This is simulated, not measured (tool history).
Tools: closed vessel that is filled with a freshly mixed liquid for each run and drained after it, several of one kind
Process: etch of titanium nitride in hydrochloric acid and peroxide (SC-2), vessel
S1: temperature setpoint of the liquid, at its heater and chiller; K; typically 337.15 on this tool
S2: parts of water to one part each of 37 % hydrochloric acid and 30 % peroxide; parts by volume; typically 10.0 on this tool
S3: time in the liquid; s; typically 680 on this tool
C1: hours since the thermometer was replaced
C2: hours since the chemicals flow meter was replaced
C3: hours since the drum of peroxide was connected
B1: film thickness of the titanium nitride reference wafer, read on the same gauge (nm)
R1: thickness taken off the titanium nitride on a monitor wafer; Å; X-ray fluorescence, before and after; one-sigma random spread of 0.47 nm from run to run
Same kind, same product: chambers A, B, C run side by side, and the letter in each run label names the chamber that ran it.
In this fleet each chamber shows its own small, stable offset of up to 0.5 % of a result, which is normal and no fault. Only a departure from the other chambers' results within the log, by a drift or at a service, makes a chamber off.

run,hour,S1,S2,S3,C1,C2,C3,B1,R1
1A,5.9,337.15,10.0,680,1090.7,812.4,26.9,150.00,597.05
2C,10.6,337.15,10.0,680,749.4,215.3,295.9,149.98,593.59
3B,18.7,337.15,10.0,680,649.2,963.1,430.7,149.99,597.56
4A,25.6,337.15,10.0,680,1110.4,832.1,46.6,150.01,589.28
5B,33.4,337.15,10.0,680,663.9,977.8,445.4,150.00,586.80
6C,39.3,337.15,10.0,680,778.1,244.0,324.6,149.98,594.82
7B,47.8,337.15,10.0,680,678.3,992.2,459.8,149.97,582.04
8A,54.7,337.15,10.0,680,1139.5,861.2,75.7,149.99,591.34
9C,60.6,337.15,10.0,680,799.4,265.3,345.9,150.02,589.08
10B,66.3,337.15,10.0,680,696.8,1010.7,478.3,149.99,582.19
11C,72.4,337.15,10.0,680,811.2,277.1,357.7,150.01,578.26
12A,76.8,337.15,10.0,680,1161.6,883.3,97.8,149.99,589.54
13C,82.1,334.15,10.0,680,820.9,286.8,367.4,150.03,486.11
14B,90.1,334.15,10.0,680,720.6,1034.5,502.1,150.03,486.91
15A,97.8,334.15,10.0,680,1182.6,904.3,118.8,150.00,492.91
16C,101.7,337.15,10.0,680,840.5,306.4,387.0,149.99,579.92
17B,106.8,337.15,10.0,680,737.3,1051.2,518.8,150.01,591.04
18A,113.3,337.15,10.0,680,1198.1,919.8,134.3,149.98,582.68
19B,118.9,337.15,10.0,680,749.4,1063.3,530.9,149.98,596.47
20C,125.8,337.15,10.0,680,864.6,330.5,411.1,150.01,567.13
21A,132.3,340.65,10.0,810,1217.1,938.8,153.3,149.98,860.65
22C,140.2,340.65,10.0,810,879.0,344.9,425.5,149.99,826.13
23A,146.9,340.65,10.0,810,1231.7,953.4,167.9,150.02,859.22
24B,150.6,337.15,10.0,680,781.1,1095.0,562.6,150.00,592.58
25C,156.4,337.15,10.0,680,895.2,361.1,441.7,150.02,549.44
26A,162.3,337.15,10.0,680,1247.1,968.8,183.3,149.98,587.27
27B,170.3,337.15,10.0,680,800.8,1114.7,582.3,149.98,591.97
28B,175.8,337.15,10.0,680,806.3,1120.2,587.8,149.99,598.55
29C,184.3,337.15,10.0,680,923.1,389.0,469.6,150.00,549.48
30A,191.8,337.15,10.0,680,1276.6,998.3,212.8,150.00,588.18
31C,196.2,340.15,10.0,865,935.0,400.9,481.5,150.01,841.27
32A,204.6,340.15,10.0,865,1289.4,1011.1,225.6,149.97,893.00
33B,212.2,340.15,10.0,865,842.7,1156.6,624.2,150.00,904.74
34C,218.5,337.15,10.0,680,957.3,423.2,503.8,149.99,540.58
35B,224.6,329.15,5.5,680,855.1,1169.0,636.6,149.99,565.36

Which is it: a chamber that has drifted or been left off by a service, a gauge drift common to all chambers, or only each chamber's usual small offset? If a chamber is off, name it and its likeliest cause.

Chamber C drifts away from the others.
Most likely cause: liquid colder than its thermometer reads (K) = 1.68.
The log might look much the same if the cause were instead: chemicals flow below the setpoint (%).

Which of the 4 candidates below, each the usual settings with something changed and its results left as question marks, puts chamber C back in line with what the other chambers give on the usual settings?
Maximum distance from the other chambers' mean on the usual settings for a result to count as in line: R1 16.00 Å
36C-1,230.7,337.15,10.0,650,,,,,?
36C-2,230.7,337.15,10.0,715,,,,,?
36C-3,230.7,338.15,9.5,680,,,,,?
36C-4,230.7,335.65,10.0,680,,,,,?

The other chambers' mean on the usual settings: R1 590.87 Å
run,R1
36C-1,509.36
36C-2,560.29
36C-3,591.62
36C-4,485.74
36C-3 is the one that brings the chamber's results back in line with the other chambers.
